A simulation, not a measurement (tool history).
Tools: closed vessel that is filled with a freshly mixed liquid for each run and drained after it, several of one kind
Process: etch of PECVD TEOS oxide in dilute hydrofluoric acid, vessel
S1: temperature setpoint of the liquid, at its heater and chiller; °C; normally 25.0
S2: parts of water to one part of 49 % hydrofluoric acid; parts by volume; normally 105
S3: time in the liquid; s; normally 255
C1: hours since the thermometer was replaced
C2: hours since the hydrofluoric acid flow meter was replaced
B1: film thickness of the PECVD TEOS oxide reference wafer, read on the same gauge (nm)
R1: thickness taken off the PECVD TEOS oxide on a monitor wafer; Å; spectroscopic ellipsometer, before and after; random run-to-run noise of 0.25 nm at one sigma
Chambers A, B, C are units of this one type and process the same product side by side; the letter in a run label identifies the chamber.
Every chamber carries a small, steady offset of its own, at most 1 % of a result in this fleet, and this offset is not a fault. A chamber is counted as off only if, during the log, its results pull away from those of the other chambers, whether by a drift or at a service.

| run | hour | S1 | S2 | S3 | C1 | C2 | B1 | R1 |
|---|---|---|---|---|---|---|---|---|
| 1C | 3.4 | 25.0 | 105 | 255 | 1348.8 | 135.1 | 120.00 | 392.55 |
| 2A | 6.5 | 25.0 | 105 | 255 | 741.6 | 312.7 | 120.02 | 385.06 |
| 3B | 11.5 | 25.0 | 105 | 255 | 613.7 | 687.8 | 120.01 | 388.46 |
| 4B | 17.9 | 25.0 | 105 | 255 | 620.1 | 694.2 | 120.01 | 387.41 |
| 5A | 24.1 | 25.0 | 105 | 255 | 759.2 | 330.3 | 119.99 | 388.41 |
| 6C | 30.1 | 25.0 | 105 | 255 | 1375.5 | 161.8 | 120.01 | 395.54 |
| 7B | 34.9 | 22.5 | 70 | 255 | 637.1 | 711.2 | 119.99 | 550.11 |
| 8A | 38.1 | 22.5 | 70 | 255 | 773.2 | 344.3 | 119.97 | 546.41 |
| 9C | 44.7 | 22.5 | 70 | 255 | 1390.1 | 176.4 | 120.01 | 555.77 |
| 10A | 50.0 | 21.0 | 145 | 255 | 785.1 | 356.2 | 120.00 | 226.13 |
| 11B | 55.1 | 21.0 | 145 | 255 | 657.3 | 731.4 | 120.02 | 231.45 |
| 12C | 62.1 | 21.0 | 145 | 255 | 1407.5 | 193.8 | 119.98 | 237.05 |
| 13A | 65.2 | 25.0 | 105 | 255 | 800.3 | 371.4 | 119.98 | 386.93 |
| 14B | 69.4 | 25.0 | 105 | 255 | 671.6 | 745.7 | 120.00 | 389.60 |
| 15C | 75.8 | 21.0 | 130 | 255 | 1421.2 | 207.5 | 119.99 | 265.97 |
| 16A | 80.2 | 21.0 | 130 | 255 | 815.3 | 386.4 | 119.99 | 257.69 |
| 17C | 84.9 | 21.0 | 130 | 255 | 1430.3 | 216.6 | 119.97 | 270.64 |
| 18B | 90.4 | 25.0 | 105 | 255 | 692.6 | 766.7 | 119.99 | 389.50 |
| 19B | 96.9 | 25.0 | 105 | 255 | 699.1 | 773.2 | 119.99 | 391.84 |
| 20C | 100.7 | 25.0 | 105 | 255 | 1446.1 | 232.4 | 119.98 | 406.23 |
| 21A | 105.0 | 28.5 | 105 | 315 | 840.1 | 411.2 | 119.97 | 543.96 |
| 22C | 108.7 | 28.5 | 105 | 315 | 1454.1 | 240.4 | 120.01 | 582.92 |
| 23A | 113.0 | 28.5 | 105 | 315 | 848.1 | 419.2 | 119.97 | 551.72 |
|  | 115.8 | chamber B: hydrofluoric acid flow meter replaced |
| 24B | 116.2 | 25.0 | 105 | 255 | 718.4 | 0.5 | 120.02 | 394.52 |
| 25B | 121.8 | 25.0 | 105 | 255 | 724.0 | 6.1 | 120.01 | 393.60 |

The same settings go to every chamber for the next run, one line per chamber below. Forecast the results for each:
| 26A | 126.8 | 29.5 | 105 | 255 |  |  |  | ? |
| 26B | 126.8 | 29.5 | 105 | 255 |  |  |  | ? |
| 26C | 126.8 | 29.5 | 105 | 255 |  |  |  | ? |

| run | R1 |
|---|---|
| 26A | 458.89 |
| 26B | 470.59 |
| 26C | 492.86 |
